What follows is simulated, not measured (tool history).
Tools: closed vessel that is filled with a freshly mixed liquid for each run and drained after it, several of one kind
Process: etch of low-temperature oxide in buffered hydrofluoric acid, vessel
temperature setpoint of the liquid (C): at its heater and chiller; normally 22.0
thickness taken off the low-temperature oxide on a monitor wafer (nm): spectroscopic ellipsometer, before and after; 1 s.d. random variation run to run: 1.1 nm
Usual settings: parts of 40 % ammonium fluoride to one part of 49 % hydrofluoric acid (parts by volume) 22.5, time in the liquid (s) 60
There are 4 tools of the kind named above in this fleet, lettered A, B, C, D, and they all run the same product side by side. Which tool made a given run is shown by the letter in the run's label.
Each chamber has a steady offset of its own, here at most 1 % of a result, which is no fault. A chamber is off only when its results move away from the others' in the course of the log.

run   hour  temperature setpoint of the liquid (C)  parts of 40 % ammonium fluoride to one part of 49 % hydrofluoric acid (parts by volume)  time in the liquid (s)  hours since the thermometer was replaced  hours since the hydrofluoric acid flow meter was replaced  read-back film thickness of the low-temperature oxide reference wafer, read on the same gauge (nm)  thickness taken off the low-temperature oxide on a monitor wafer (nm)
 1D    9.0                                    22.0                                                                                     22.5                      60                                     922.8                                                      807.2                                                                                              99.986                                                                 123.06
 2A   20.5                                    22.0                                                                                     22.5                      60                                      36.6                                                     1726.2                                                                                              99.966                                                                 123.97
 3C   35.8                                    22.0                                                                                     22.5                      60                                     272.6                                                       40.4                                                                                             100.010                                                                 121.25
 4B   45.3                                    22.0                                                                                     22.5                      60                                     311.5                                                     1201.1                                                                                              99.979                                                                 124.88
 5B   52.8                                    22.0                                                                                     22.5                      60                                     319.0                                                     1208.6                                                                                              99.999                                                                 124.16
 6C   61.8                                    22.0                                                                                     22.5                      60                                     298.6                                                       66.4                                                                                              99.981                                                                 122.97
 7D   68.8                                    22.0                                                                                     22.5                      60                                     982.6                                                      867.0                                                                                              99.992                                                                 123.94
 8A   82.3                                    22.0                                                                                     22.5                      60                                      98.4                                                     1788.0                                                                                             100.010                                                                 124.83
 9B   91.4                                    22.0                                                                                     22.5                      60                                     357.6                                                     1247.2                                                                                              99.997                                                                 123.61
10A   98.1                                    22.0                                                                                     22.5                      60                                     114.2                                                     1803.8                                                                                              99.997                                                                 125.51
11C  112.5                                    22.0                                                                                     22.5                      60                                     349.3                                                      117.1                                                                                             100.010                                                                 122.45
12D  121.0                                    22.0                                                                                     22.5                      60                                    1034.8                                                      919.2                                                                                              99.986                                                                 123.91
13C  132.5                                    22.0                                                                                     22.5                      60                                     369.3                                                      137.1                                                                                              99.984                                                                 120.84
     146.2  -- chamber A: hydrofluoric acid flow meter replaced
14D  147.9                                    22.0                                                                                     22.5                      60                                    1061.7                                                      946.1                                                                                              99.977                                                                 122.22
15B  154.6                                    22.0                                                                                     22.5                      60                                     420.8                                                     1310.4                                                                                             100.010                                                                 124.02
16A  162.6                                    22.0                                                                                     22.5                      60                                     178.7                                                       16.4                                                                                             100.020                                                                 124.63
17C  174.5                                    22.0                                                                                     22.5                      60                                     411.3                                                      179.1                                                                                              99.972                                                                 121.03
18A  188.6                                    22.0                                                                                     22.5                      60                                     204.7                                                       42.4                                                                                              99.998                                                                 123.77
19D  201.4                                    22.0                                                                                     22.5                      60                                    1115.2                                                      999.6                                                                                              99.988                                                                 118.98
20B  209.8                                    24.5                                                                                     15.0                      60                                     476.0                                                     1365.6                                                                                             100.020                                                                 205.19
21D  220.5                                    24.5                                                                                     15.0                      60                                    1134.3                                                     1018.7                                                                                             100.020                                                                 195.74
22A  233.0                                    24.5                                                                                     15.0                      60                                     249.1                                                       86.8                                                                                              99.992                                                                 206.08
23C  244.0                                    24.5                                                                                     15.0                      60                                     480.8                                                      248.6                                                                                             100.010                                                                 200.92
24B  258.1                                    22.0                                                                                     22.5                      60                                     524.3                                                     1413.9                                                                                             100.020                                                                 122.76
25A  265.2                                    22.0                                                                                     22.5                      60                                     281.3                                                      119.0                                                                                             100.020                                                                 124.68
26D  278.1                                    22.0                                                                                     22.5                      60                                    1191.9                                                     1076.3                                                                                             100.010                                                                 114.11
27C  288.0                                    22.0                                                                                     22.5                      60                                     524.8                                                      292.6                                                                                             100.000                                                                 124.21
28B  297.3                                    22.0                                                                                     22.5                      60                                     563.5                                                     1453.1                                                                                              99.996                                                                 121.73
29A  310.1                                    22.0                                                                                     22.5                      60                                     326.2                                                      163.9                                                                                             100.020                                                                 124.47

Next, all 4 chambers run the settings below, one line each with question marks for the results. What does each chamber give?
30A  321.3                                    22.0                                                                                     22.5                      60                                                                                                                                                                                                                                                                               ?
30B  321.3                                    22.0                                                                                     22.5                      60                                                                                                                                                                                                                                                                               ?
30C  321.3                                    22.0                                                                                     22.5                      60                                                                                                                                                                                                                                                                               ?
30D  321.3                                    22.0                                                                                     22.5                      60                                                                                                                                                                                                                                                                               ?

run  thickness taken off the low-temperature oxide on a monitor wafer (nm)
30A                                                                 123.80
30B                                                                 123.57
30C                                                                 121.79
30D                                                                 109.74
